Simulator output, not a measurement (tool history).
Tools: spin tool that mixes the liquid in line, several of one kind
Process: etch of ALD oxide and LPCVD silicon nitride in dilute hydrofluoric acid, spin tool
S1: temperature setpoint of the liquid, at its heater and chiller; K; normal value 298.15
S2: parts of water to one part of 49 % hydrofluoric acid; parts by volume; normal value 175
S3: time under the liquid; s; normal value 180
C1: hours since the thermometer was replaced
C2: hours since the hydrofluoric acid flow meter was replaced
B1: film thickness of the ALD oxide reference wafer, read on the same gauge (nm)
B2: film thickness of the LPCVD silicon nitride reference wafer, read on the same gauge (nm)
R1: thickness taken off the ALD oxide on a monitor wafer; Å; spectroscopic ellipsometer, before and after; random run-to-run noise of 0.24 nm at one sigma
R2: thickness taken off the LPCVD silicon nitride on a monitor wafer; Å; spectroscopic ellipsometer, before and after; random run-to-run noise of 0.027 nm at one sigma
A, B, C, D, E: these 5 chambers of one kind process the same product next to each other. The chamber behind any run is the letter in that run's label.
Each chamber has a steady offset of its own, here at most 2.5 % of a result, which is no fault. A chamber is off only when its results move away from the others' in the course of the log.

run 1D hour=5.7 | S1=298.15 S2=175 S3=180 | C1=472.2 C2=930.1 | B1=59.998 B2=30.012 | R1=235.5 R2=6.2238
run 2A hour=11.7 | S1=298.15 S2=175 S3=180 | C1=2748.2 C2=398.1 | B1=59.966 B2=29.965 | R1=237.59 R2=6.7987
run 3C hour=16.3 | S1=298.15 S2=175 S3=180 | C1=169 C2=553.2 | B1=60.018 B2=30.002 | R1=239.17 R2=6.4775
run 4B hour=20 | S1=298.15 S2=175 S3=180 | C1=75 C2=263.4 | B1=60 B2=29.988 | R1=236.41 R2=6.5025
run 5E hour=26 | S1=298.15 S2=175 S3=180 | C1=365.6 C2=825.1 | B1=59.996 B2=30.011 | R1=241.11 R2=6.7083
run 6D hour=28.7 | S1=298.15 S2=175 S3=180 | C1=495.2 C2=953.1 | B1=60.026 B2=29.992 | R1=236.09 R2=6.6353
-- hour=31 chamber A: thermometer replaced
run 7B hour=31.6 | S1=298.15 S2=175 S3=180 | C1=86.6 C2=275 | B1=59.995 B2=29.992 | R1=236.76 R2=6.3945
run 8C hour=36.1 | S1=298.15 S2=175 S3=180 | C1=188.8 C2=573 | B1=59.992 B2=29.96 | R1=240.86 R2=6.1565
run 9E hour=40.1 | S1=298.15 S2=175 S3=180 | C1=379.7 C2=839.2 | B1=60.009 B2=29.968 | R1=237.98 R2=6.6712
run 10A hour=44.5 | S1=298.15 S2=175 S3=180 | C1=13.6 C2=430.9 | B1=59.997 B2=29.983 | R1=235 R2=6.5041
run 11A hour=50.4 | S1=298.15 S2=175 S3=180 | C1=19.5 C2=436.8 | B1=59.98 B2=29.982 | R1=240.38 R2=5.8684
run 12C hour=54.9 | S1=298.15 S2=245 S3=135 | C1=207.6 C2=591.8 | B1=60.013 B2=29.996 | R1=117.65 R2=3.2743
run 13E hour=60.3 | S1=298.15 S2=245 S3=135 | C1=399.9 C2=859.4 | B1=59.975 B2=30.016 | R1=117.83 R2=3.2598
run 14B hour=63.4 | S1=298.15 S2=245 S3=135 | C1=118.4 C2=306.8 | B1=59.979 B2=30.003 | R1=114.92 R2=3.6542
run 15D hour=66.2 | S1=298.15 S2=245 S3=135 | C1=532.7 C2=990.6 | B1=59.995 B2=30.008 | R1=118.24 R2=3.6354
run 16D hour=70.1 | S1=298.15 S2=245 S3=135 | C1=536.6 C2=994.5 | B1=59.989 B2=30.019 | R1=117.97 R2=3.5893
run 17B hour=73.9 | S1=298.15 S2=175 S3=180 | C1=128.9 C2=317.3 | B1=60.042 B2=29.947 | R1=238.45 R2=6.6836
run 18A hour=79.7 | S1=298.15 S2=175 S3=180 | C1=48.8 C2=466.1 | B1=60.016 B2=30.012 | R1=238.05 R2=6.9469
run 19C hour=85.4 | S1=298.15 S2=175 S3=180 | C1=238.1 C2=622.3 | B1=60.035 B2=30.006 | R1=249.59 R2=6.7225
run 20E hour=88.9 | S1=298.15 S2=175 S3=180 | C1=428.5 C2=888 | B1=60.004 B2=29.985 | R1=238.3 R2=6.6797
run 21A hour=93.1 | S1=298.15 S2=175 S3=180 | C1=62.2 C2=479.5 | B1=60.012 B2=29.987 | R1=233.61 R2=6.4662
run 22E hour=97 | S1=298.15 S2=175 S3=180 | C1=436.6 C2=896.1 | B1=60.004 B2=30.003 | R1=238.27 R2=5.9529
run 23B hour=102.5 | S1=298.15 S2=175 S3=180 | C1=157.5 C2=345.9 | B1=60.023 B2=30.007 | R1=231.28 R2=6.8746
run 24C hour=107.1 | S1=298.15 S2=175 S3=180 | C1=259.8 C2=644 | B1=59.995 B2=30.022 | R1=247.91 R2=7.0849
run 25D hour=112 | S1=298.15 S2=175 S3=180 | C1=578.5 C2=1036.4 | B1=60.029 B2=29.994 | R1=237.07 R2=6.2004
run 26C hour=117.1 | S1=294.15 S2=175 S3=280 | C1=269.8 C2=654 | B1=60.019 B2=30.004 | R1=323.18 R2=7.8406
run 27E hour=120.5 | S1=294.15 S2=175 S3=280 | C1=460.1 C2=919.6 | B1=59.999 B2=29.993 | R1=315.64 R2=7.8302
run 28A hour=125 | S1=294.15 S2=175 S3=280 | C1=94.1 C2=511.4 | B1=59.968 B2=29.966 | R1=314.36 R2=7.7503
run 29B hour=129.7 | S1=294.15 S2=175 S3=280 | C1=184.7 C2=373.1 | B1=60.014 B2=30.022 | R1=316.6 R2=7.2904
run 30D hour=135.2 | S1=294.15 S2=175 S3=280 | C1=601.7 C2=1059.6 | B1=60.033 B2=30.009 | R1=314.79 R2=7.7237
run 31D hour=141 | S1=298.15 S2=175 S3=225 | C1=607.5 C2=1065.4 | B1=60.008 B2=29.991 | R1=296.44 R2=7.9299
run 32A hour=143.6 | S1=298.15 S2=175 S3=225 | C1=112.7 C2=530 | B1=59.967 B2=30.035 | R1=296.36 R2=8.5281
run 33B hour=147.1 | S1=298.15 S2=175 S3=225 | C1=202.1 C2=390.5 | B1=60.002 B2=29.945 | R1=290.21 R2=8.075
run 34C hour=149.9 | S1=298.15 S2=175 S3=225 | C1=302.6 C2=686.8 | B1=60.003 B2=30.045 | R1=316.02 R2=8.7106
run 35E hour=154.3 | S1=298.15 S2=175 S3=225 | C1=493.9 C2=953.4 | B1=59.981 B2=30.001 | R1=295.62 R2=8.3479
run 36A hour=157.3 | S1=298.15 S2=175 S3=180 | C1=126.4 C2=543.7 | B1=60.007 B2=29.996 | R1=236.93 R2=6.4106

Next, all 5 chambers run the settings below, one line each with question marks for the results. What does each chamber give?
run 37A hour=161.6 | S1=294.65 S2=175 S3=180 | R1=? R2=?
run 37B hour=161.6 | S1=294.65 S2=175 S3=180 | R1=? R2=?
run 37C hour=161.6 | S1=294.65 S2=175 S3=180 | R1=? R2=?
run 37D hour=161.6 | S1=294.65 S2=175 S3=180 | R1=? R2=?
run 37E hour=161.6 | S1=294.65 S2=175 S3=180 | R1=? R2=?

run=37A R1=210.52 R2=5.0504
run=37B R1=206.26 R2=5.5493
run=37C R1=223.19 R2=5.9912
run=37D R1=209.34 R2=4.9442
run=37E R1=206.13 R2=5.049

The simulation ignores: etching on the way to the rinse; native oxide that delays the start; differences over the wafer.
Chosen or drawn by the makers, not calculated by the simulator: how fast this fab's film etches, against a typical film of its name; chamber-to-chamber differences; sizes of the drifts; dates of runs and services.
